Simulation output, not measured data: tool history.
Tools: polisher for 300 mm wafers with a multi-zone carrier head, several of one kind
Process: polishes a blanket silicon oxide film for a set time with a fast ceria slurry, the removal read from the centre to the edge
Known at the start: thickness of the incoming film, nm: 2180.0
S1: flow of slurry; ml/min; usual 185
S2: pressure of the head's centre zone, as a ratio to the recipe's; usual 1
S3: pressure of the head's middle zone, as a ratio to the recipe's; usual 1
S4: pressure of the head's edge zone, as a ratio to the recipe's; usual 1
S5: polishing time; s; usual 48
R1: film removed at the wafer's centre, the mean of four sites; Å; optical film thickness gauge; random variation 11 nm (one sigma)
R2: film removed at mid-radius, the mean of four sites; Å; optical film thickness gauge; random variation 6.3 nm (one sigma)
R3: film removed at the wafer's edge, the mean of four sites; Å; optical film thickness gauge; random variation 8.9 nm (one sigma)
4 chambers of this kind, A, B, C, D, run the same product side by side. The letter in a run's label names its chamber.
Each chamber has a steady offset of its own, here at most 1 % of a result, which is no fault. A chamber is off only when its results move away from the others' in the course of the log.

Run 1B, hour 4.5: usual settings. Result: R1 8025.6 Å, R2 8358.4 Å, R3 8339.6 Å.
At hour 6.1: chamber D: slurry nozzle cleaned.
At hour 6.5: chamber C: worn pad replaced by a new one.
Run 2C, hour 8.3: usual settings. Result: R1 8453.5 Å, R2 8292 Å, R3 8309.1 Å.
Run 3D, hour 11.4: usual settings. Result: R1 8419 Å, R2 8275.5 Å, R3 8295.3 Å.
Run 4A, hour 16: usual settings. Result: R1 8405.6 Å, R2 8206.5 Å, R3 8231.4 Å.
Run 5C, hour 18.3: usual settings but S1 230 ml/min, S5 58 s. Result: R1 10367 Å, R2 10352 Å, R3 10202 Å.
Run 6A, hour 22: usual settings but S1 230 ml/min, S5 58 s. Result: R1 10412 Å, R2 10338 Å, R3 10149 Å.
Run 7B, hour 26.4: usual settings but S1 230 ml/min, S5 58 s. Result: R1 10346 Å, R2 10251 Å, R3 10429 Å.
Run 8D, hour 29: usual settings but S1 230 ml/min, S5 58 s. Result: R1 10757 Å, R2 10331 Å, R3 10053 Å.
Run 9A, hour 32.8: usual settings. Result: R1 8386.1 Å, R2 8286.6 Å, R3 8115.7 Å.
Run 10C, hour 36.5: usual settings. Result: R1 8375 Å, R2 8208.4 Å, R3 8198.7 Å.
Run 11B, hour 40.2: usual settings. Result: R1 8198 Å, R2 8313.3 Å, R3 8417.4 Å.
Run 12D, hour 44.6: usual settings. Result: R1 8119.4 Å, R2 8221.2 Å, R3 8058.5 Å.
Run 13D, hour 48.1: usual settings. Result: R1 8216.4 Å, R2 8097.1 Å, R3 8020.7 Å.
Run 14A, hour 50.9: usual settings. Result: R1 8149.1 Å, R2 8268.5 Å, R3 8375.3 Å.
Run 15B, hour 54.9: usual settings. Result: R1 8321.2 Å, R2 8241.2 Å, R3 8201.9 Å.
Run 16C, hour 59: usual settings. Result: R1 8322.9 Å, R2 8164.5 Å, R3 8141.2 Å.
Run 17C, hour 62.8: usual settings but S4 0.94, S5 36 s. Result: R1 6253.7 Å, R2 6207.8 Å, R3 6030.5 Å.
At hour 65.5: chamber A: worn pad replaced by a new one.
Run 18D, hour 66.3: usual settings but S4 0.94, S5 36 s. Result: R1 5923.5 Å, R2 5869.7 Å, R3 5718.3 Å.
Run 19A, hour 69.5: usual settings but S4 0.94, S5 36 s. Result: R1 6250.5 Å, R2 6206.4 Å, R3 5961.7 Å.
Run 20B, hour 73.2: usual settings but S4 0.94, S5 36 s. Result: R1 6155.3 Å, R2 6244.1 Å, R3 6114.4 Å.
Run 21D, hour 76.3: usual settings. Result: R1 7778.3 Å, R2 7615.6 Å, R3 7439.5 Å.
Run 22B, hour 79.7: usual settings. Result: R1 8049.9 Å, R2 8338.4 Å, R3 8370.9 Å.
Run 23A, hour 82.7: usual settings. Result: R1 8258.4 Å, R2 8450.5 Å, R3 8414 Å.
At hour 85: chamber A: slurry nozzle cleaned.
Run 24C, hour 85: usual settings. Result: R1 8312.7 Å, R2 8234.2 Å, R3 8296.1 Å.
At hour 86.6: chamber B: edge zone pressure recalibrated.
At hour 88.2: chamber B: worn pad replaced by a new one.
Run 25A, hour 88.7: usual settings. Result: R1 8322.6 Å, R2 8240.1 Å, R3 8217.7 Å.
Run 26B, hour 91.2: usual settings. Result: R1 8213.4 Å, R2 8388.3 Å, R3 8260.6 Å.
Run 27C, hour 93.9: usual settings. Result: R1 8321 Å, R2 8217.8 Å, R3 8400 Å.

What goes on in this fleet: one chamber off, a drifting gauge, or nothing beyond the chambers' own small offsets? Name the chamber and the cause, if any.

Chamber D drifts away from the others.
Cause: removal rate lost through wear of the pad, % = 12.2.

Here are 4 candidates for chamber D's next run, each the usual settings with a change, their results left as question marks. Which one brings its results back in line with what the others give on the usual settings?
In line means no further than this from the other chambers' mean on the usual settings: R1 370 Å; R2 220 Å; R3 310 Å
Run 28D-1, hour 97.5: usual settings but S2 0.98, S3 0.99, S4 1.02, S5 55 s. Result: R1 ?, R2 ?, R3 ?.
Run 28D-2, hour 97.5: usual settings but S2 1.01, S4 0.99, S5 46 s. Result: R1 ?, R2 ?, R3 ?.
Run 28D-3, hour 97.5: usual settings but S2 0.99, S4 1.01, S5 51 s. Result: R1 ?, R2 ?, R3 ?.
Run 28D-4, hour 97.5: usual settings but S2 1.02, S3 1.01, S4 0.98, S5 42 s. Result: R1 ?, R2 ?, R3 ?.

The other chambers' mean on the usual settings: R1 8266.5 Å; R2 8289 Å; R3 8298.3 Å
  run      R1      R2      R3
28D-1    8294  8320.4  8383.5
28D-2  7172.5  7022.9  6902.9
28D-3  7778.3  7786.9  7732.9
28D-4  6620.8  6471.2  6268.8
28D-1 brings the chamber back in line.
